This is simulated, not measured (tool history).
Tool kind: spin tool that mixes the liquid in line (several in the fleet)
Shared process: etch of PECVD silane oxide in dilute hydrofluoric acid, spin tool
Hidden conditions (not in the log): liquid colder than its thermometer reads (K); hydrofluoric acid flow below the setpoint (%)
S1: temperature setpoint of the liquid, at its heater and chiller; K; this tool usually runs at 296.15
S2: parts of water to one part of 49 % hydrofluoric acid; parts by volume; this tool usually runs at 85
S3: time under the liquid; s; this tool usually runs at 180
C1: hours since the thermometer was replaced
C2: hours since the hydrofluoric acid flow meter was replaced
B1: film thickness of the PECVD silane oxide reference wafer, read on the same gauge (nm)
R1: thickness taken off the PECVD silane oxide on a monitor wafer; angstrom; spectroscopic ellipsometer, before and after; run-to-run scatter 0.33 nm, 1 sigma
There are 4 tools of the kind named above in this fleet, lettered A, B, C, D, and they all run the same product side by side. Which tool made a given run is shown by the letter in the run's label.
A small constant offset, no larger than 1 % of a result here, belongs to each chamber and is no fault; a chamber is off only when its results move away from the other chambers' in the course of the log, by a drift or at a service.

{"run": "1C", "hour": 7.0, "S1": 296.15, "S2": 85, "S3": 180, "C1": 904.7, "C2": 1307.6, "B1": 40, "R1": 543.56}
{"run": "2D", "hour": 13.3, "S1": 296.15, "S2": 85, "S3": 180, "C1": 147.7, "C2": 1805.4, "B1": 40.002, "R1": 547.2}
{"run": "3A", "hour": 21.3, "S1": 296.15, "S2": 85, "S3": 180, "C1": 389.8, "C2": 732.4, "B1": 40.011, "R1": 552.59}
{"run": "4B", "hour": 29.7, "S1": 296.15, "S2": 85, "S3": 180, "C1": 125.3, "C2": 1940.3, "B1": 39.991, "R1": 550.78}
{"run": "5B", "hour": 35.3, "S1": 296.15, "S2": 85, "S3": 180, "C1": 130.9, "C2": 1945.9, "B1": 39.991, "R1": 553.37}
{"run": "6C", "hour": 45.7, "S1": 296.15, "S2": 85, "S3": 180, "C1": 943.4, "C2": 1346.3, "B1": 40.009, "R1": 548.49}
{"run": "7A", "hour": 54.7, "S1": 296.15, "S2": 85, "S3": 180, "C1": 423.2, "C2": 765.8, "B1": 40, "R1": 546.87}
{"hour": 55.1, "done": "chamber D: hydrofluoric acid flow meter replaced"}
{"run": "8D", "hour": 61.5, "S1": 296.15, "S2": 85, "S3": 180, "C1": 195.9, "C2": 6.4, "B1": 39.989, "R1": 542.97}
{"run": "9C", "hour": 67.4, "S1": 296.15, "S2": 85, "S3": 180, "C1": 965.1, "C2": 1368, "B1": 40.018, "R1": 550.12}
{"run": "10D", "hour": 80.1, "S1": 296.15, "S2": 85, "S3": 180, "C1": 214.5, "C2": 25, "B1": 39.998, "R1": 544.88}
{"hour": 82.4, "done": "chamber B: hydrofluoric acid flow meter replaced"}
{"run": "11A", "hour": 92.5, "S1": 296.15, "S2": 85, "S3": 180, "C1": 461, "C2": 803.6, "B1": 39.977, "R1": 550.57}
{"run": "12B", "hour": 99.6, "S1": 299.15, "S2": 85, "S3": 180, "C1": 195.2, "C2": 17.2, "B1": 40.007, "R1": 619.87}
{"run": "13A", "hour": 109.6, "S1": 299.15, "S2": 85, "S3": 180, "C1": 478.1, "C2": 820.7, "B1": 40.009, "R1": 613.47}
{"run": "14C", "hour": 116.9, "S1": 299.15, "S2": 85, "S3": 180, "C1": 1014.6, "C2": 1417.5, "B1": 39.983, "R1": 619.84}
{"run": "15D", "hour": 127.7, "S1": 299.15, "S2": 85, "S3": 180, "C1": 262.1, "C2": 72.6, "B1": 40.006, "R1": 613.85}
{"run": "16B", "hour": 133.2, "S1": 296.15, "S2": 85, "S3": 180, "C1": 228.8, "C2": 50.8, "B1": 40.017, "R1": 553.38}
{"run": "17B", "hour": 144.3, "S1": 296.15, "S2": 85, "S3": 180, "C1": 239.9, "C2": 61.9, "B1": 40.006, "R1": 555.54}
{"run": "18C", "hour": 150.8, "S1": 296.15, "S2": 85, "S3": 180, "C1": 1048.5, "C2": 1451.4, "B1": 39.989, "R1": 543.66}
{"run": "19A", "hour": 163.3, "S1": 296.15, "S2": 85, "S3": 180, "C1": 531.8, "C2": 874.4, "B1": 39.994, "R1": 536.47}
{"run": "20D", "hour": 170.6, "S1": 293.15, "S2": 85, "S3": 180, "C1": 305, "C2": 115.5, "B1": 39.987, "R1": 480.83}
{"run": "21D", "hour": 181.7, "S1": 293.15, "S2": 85, "S3": 180, "C1": 316.1, "C2": 126.6, "B1": 39.988, "R1": 485.1}
{"run": "22C", "hour": 187.7, "S1": 293.15, "S2": 85, "S3": 180, "C1": 1085.4, "C2": 1488.3, "B1": 40.004, "R1": 485.17}
{"run": "23B", "hour": 193.9, "S1": 293.15, "S2": 85, "S3": 180, "C1": 289.5, "C2": 111.5, "B1": 40.019, "R1": 486.58}
{"run": "24A", "hour": 201.7, "S1": 296.15, "S2": 85, "S3": 180, "C1": 570.2, "C2": 912.8, "B1": 40.003, "R1": 537.35}
{"run": "25D", "hour": 213.3, "S1": 296.15, "S2": 85, "S3": 180, "C1": 347.7, "C2": 158.2, "B1": 39.993, "R1": 555.89}
{"run": "26C", "hour": 222.4, "S1": 296.15, "S2": 85, "S3": 180, "C1": 1120.1, "C2": 1523, "B1": 40.011, "R1": 549.58}
{"run": "27A", "hour": 231.2, "S1": 296.15, "S2": 85, "S3": 180, "C1": 599.7, "C2": 942.3, "B1": 40.023, "R1": 533.32}

For the next run the whole fleet of 4 chambers uses the same settings. Give each chamber's results:
{"run": "28A", "hour": 240.3, "S1": 296.15, "S2": 85, "S3": 180, "R1": "?"}
{"run": "28B", "hour": 240.3, "S1": 296.15, "S2": 85, "S3": 180, "R1": "?"}
{"run": "28C", "hour": 240.3, "S1": 296.15, "S2": 85, "S3": 180, "R1": "?"}
{"run": "28D", "hour": 240.3, "S1": 296.15, "S2": 85, "S3": 180, "R1": "?"}

run=28A R1=534.16
run=28B R1=552.36
run=28C R1=548.09
run=28D R1=549.64
